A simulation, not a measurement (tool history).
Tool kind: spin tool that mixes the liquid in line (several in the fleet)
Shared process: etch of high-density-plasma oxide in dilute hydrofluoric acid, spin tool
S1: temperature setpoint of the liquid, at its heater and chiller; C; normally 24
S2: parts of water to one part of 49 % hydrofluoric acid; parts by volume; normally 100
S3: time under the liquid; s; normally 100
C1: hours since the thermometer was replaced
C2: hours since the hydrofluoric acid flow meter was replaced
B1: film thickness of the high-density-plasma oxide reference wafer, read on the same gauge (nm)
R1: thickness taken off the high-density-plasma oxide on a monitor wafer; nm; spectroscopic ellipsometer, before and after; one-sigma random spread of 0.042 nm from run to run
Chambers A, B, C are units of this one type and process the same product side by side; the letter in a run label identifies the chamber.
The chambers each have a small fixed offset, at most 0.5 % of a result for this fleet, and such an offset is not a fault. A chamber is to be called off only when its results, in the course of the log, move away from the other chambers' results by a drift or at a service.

run,hour,S1,S2,S3,C1,C2,B1,R1
# hour 1.2: chamber B: hydrofluoric acid flow meter replaced
1A,2.3,24,100,100,1840.9,980.4,49.999,5.0893
2B,4.7,24,100,100,2024.8,3.5,49.967,4.9936
3C,9,24,100,100,1149.4,1334.6,50.024,5.0883
4B,13.4,24,100,100,2033.5,12.2,50.011,5.1183
5A,17.8,24,100,100,1856.4,995.9,49.969,5.0563
6C,20.4,24,100,100,1160.8,1346,50.044,5.0638
7C,23.6,24,100,100,1164,1349.2,50.019,5.0765
8A,27.4,24,100,100,1866,1005.5,49.983,5.1121
9B,30.7,24,100,100,2050.8,29.5,50.026,5.0285
10A,34.1,24,100,100,1872.7,1012.2,50.024,5.0203
11B,38,24,100,100,2058.1,36.8,49.994,5.0951
12C,42.1,24,100,100,1182.5,1367.7,49.982,5.1881
13B,45.7,24,100,100,2065.8,44.5,50.008,4.9996
14C,49.8,24,100,100,1190.2,1375.4,50.013,5.0276
15A,53.8,24,100,100,1892.4,1031.9,49.96,5.0936
16C,56.2,24,100,100,1196.6,1381.8,49.999,5.0338
17B,59.3,24,100,100,2079.4,58.1,50.02,5.062
18A,61.7,24,100,100,1900.3,1039.8,49.993,5.069
19B,64.7,24,100,100,2084.8,63.5,49.989,5.0273
20A,67.4,24,100,100,1906,1045.5,49.975,5.0445
21C,71.3,24,100,100,1211.7,1396.9,49.998,4.9243
22B,75.7,24,100,100,2095.8,74.5,50.004,5.0698
23C,79.5,24,100,100,1219.9,1405.1,50.039,4.8704
24A,83.8,24,60,100,1922.4,1061.9,49.982,8.8144
25C,87.2,24,60,100,1227.6,1412.8,49.989,8.5471
26A,91.5,24,60,100,1930.1,1069.6,49.984,8.9005
27B,94.1,24,100,100,2114.2,92.9,50.008,5.0414
28B,96.3,24,100,100,2116.4,95.1,49.947,5.0575
29C,99.6,24,100,100,1240,1425.2,50.05,4.6934
30A,101.9,24,100,100,1940.5,1080,49.959,5.0763
# hour 105.3: chamber B: thermometer replaced
31C,106.2,24,100,100,1246.6,1431.8,50.023,4.6883
32B,109.5,24,100,100,4.2,108.3,49.982,5.0669

Next, every chamber runs the same settings. What will each give?
33A,112.8,24,100,50,,,,?
33B,112.8,24,100,50,,,,?
33C,112.8,24,100,50,,,,?

run,R1
33A,2.5112
33B,2.5606
33C,2.2894
